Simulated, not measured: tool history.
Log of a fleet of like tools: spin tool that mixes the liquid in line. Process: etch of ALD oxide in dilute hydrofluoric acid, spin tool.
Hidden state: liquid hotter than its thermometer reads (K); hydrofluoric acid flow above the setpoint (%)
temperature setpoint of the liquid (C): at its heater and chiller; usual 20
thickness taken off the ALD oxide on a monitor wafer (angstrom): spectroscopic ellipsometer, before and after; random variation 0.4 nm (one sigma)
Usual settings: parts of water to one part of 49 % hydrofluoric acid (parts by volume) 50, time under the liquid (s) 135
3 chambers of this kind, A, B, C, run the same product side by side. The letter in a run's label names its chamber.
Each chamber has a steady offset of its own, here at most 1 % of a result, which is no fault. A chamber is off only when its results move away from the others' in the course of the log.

run   hour  temperature setpoint of the liquid (C)  parts of water to one part of 49 % hydrofluoric acid (parts by volume)  time under the liquid (s)  hours since the thermometer was replaced  hours since the hydrofluoric acid flow meter was replaced  read-back film thickness of the ALD oxide reference wafer, read on the same gauge (nm)  thickness taken off the ALD oxide on a monitor wafer (angstrom)
 1B    6.5                                      20                                                                      50                        135                                    2059.2                                                     1531.7                                                                                  40.004                                                           416.63
 2C   11.4                                      20                                                                      50                        135                                     421.4                                                        726                                                                                  40.031                                                           408.47
 3A   15.5                                      20                                                                      50                        135                                    2272.5                                                      281.4                                                                                  39.998                                                           410.83
 4B   23.2                                      20                                                                      50                        135                                    2075.9                                                     1548.4                                                                                  40.025                                                           421.73
 5A   30.2                                      20                                                                      50                        135                                    2287.2                                                      296.1                                                                                  39.979                                                           410.72
        34  -- chamber B: hydrofluoric acid flow meter replaced
 6C   36.6                                      20                                                                      50                        135                                     446.6                                                      751.2                                                                                  39.991                                                           419.33
 7B   42.3                                      17                                                                      50                         75                                      2095                                                        8.4                                                                                  39.993                                                           200.51
 8C   49.3                                      17                                                                      50                         75                                     459.3                                                      763.9                                                                                   40.02                                                           203.84
 9A   53.4                                      17                                                                      50                         75                                    2310.4                                                      319.3                                                                                  40.004                                                           203.92
10A   61.2                                      20                                                                      50                        135                                    2318.2                                                      327.1                                                                                   39.97                                                           411.94
11C   68.5                                      20                                                                      50                        135                                     478.5                                                      783.1                                                                                  40.046                                                            406.1
12B     74                                      20                                                                      50                        135                                    2126.7                                                       40.1                                                                                  40.018                                                           413.04
13C     82                                      20                                                                      50                        135                                       492                                                      796.6                                                                                   39.98                                                           412.27
14A   87.5                                      20                                                                      60                        135                                    2344.5                                                      353.4                                                                                  39.977                                                           348.04
15B   92.2                                      20                                                                      60                        135                                    2144.9                                                       58.3                                                                                  40.007                                                           343.28
16B  100.8                                      20                                                                      60                        135                                    2153.5                                                       66.9                                                                                      40                                                           343.08
17C  109.2                                    18.5                                                                      50                        105                                     519.2                                                      823.8                                                                                  39.979                                                           297.22
18A  113.4                                    18.5                                                                      50                        105                                    2370.4                                                      379.3                                                                                  39.989                                                           306.32
19B  120.5                                    18.5                                                                      50                        105                                    2173.2                                                       86.6                                                                                  39.995                                                           300.46
20A  126.1                                      20                                                                      50                        135                                    2383.1                                                        392                                                                                  39.986                                                           422.36
21C  131.8                                      20                                                                      50                        135                                     541.8                                                      846.4                                                                                  39.994                                                           419.17
22C  137.1                                      20                                                                      50                        135                                     547.1                                                      851.7                                                                                  39.998                                                           408.53
23B  141.8                                      20                                                                      50                        135                                    2194.5                                                      107.9                                                                                  39.982                                                            409.6
24A  146.5                                      20                                                                      50                        135                                    2403.5                                                      412.4                                                                                  39.984                                                           427.67
25A  151.4                                      20                                                                      50                        135                                    2408.4                                                      417.3                                                                                  39.998                                                           420.18
26B  158.2                                      20                                                                      50                        135                                    2210.9                                                      124.3                                                                                  40.005                                                           413.63
27C  166.1                                      20                                                                      50                        135                                     576.1                                                      880.7                                                                                  40.023                                                           417.78
28C  174.5                                      20                                                                      50                        135                                     584.5                                                      889.1                                                                                  40.005                                                           413.92
29A  180.7                                      20                                                                      50                        135                                    2437.7                                                      446.6                                                                                  39.995                                                           431.71
30B  188.2                                    24.5                                                                      50                         70                                    2240.9                                                      154.3                                                                                  39.978                                                           258.43
31C  196.3                                    24.5                                                                      50                         70                                     606.3                                                      910.9                                                                                  40.008                                                           258.48

What goes on in this fleet: one chamber off, a drifting gauge, or nothing beyond the chambers' own small offsets? Name the chamber and the cause, if any.

Chamber A drifts away from the others.
Cause: hydrofluoric acid flow above the setpoint (%) = 5.14.
The log may not tell that from: liquid hotter than its thermometer reads (K).

Here are 4 candidates for chamber A's next run, each the usual settings with a change, their results left as question marks. Which one brings its results back in line with what the others give on the usual settings?
In line means no further than this from the other chambers' mean on the usual settings: thickness taken off the ALD oxide on a monitor wafer (angstrom) 14
32A-1  202.4                                    17.5                                                                      50                        135                                                                                                                                                                                                                                                             ?
32A-2  202.4                                      20                                                                      45                        135                                                                                                                                                                                                                                                             ?
32A-3  202.4                                      20                                                                      50                        140                                                                                                                                                                                                                                                             ?
32A-4  202.4                                      20                                                                      50                        130                                                                                                                                                                                                                                                             ?

The other chambers' mean on the usual settings: thickness taken off the ALD oxide on a monitor wafer (angstrom) 411.6
  run  thickness taken off the ALD oxide on a monitor wafer (angstrom)
32A-1                                                           389.77
32A-2                                                           485.41
32A-3                                                           449.96
32A-4                                                           417.82
32A-4 brings the chamber back in line.
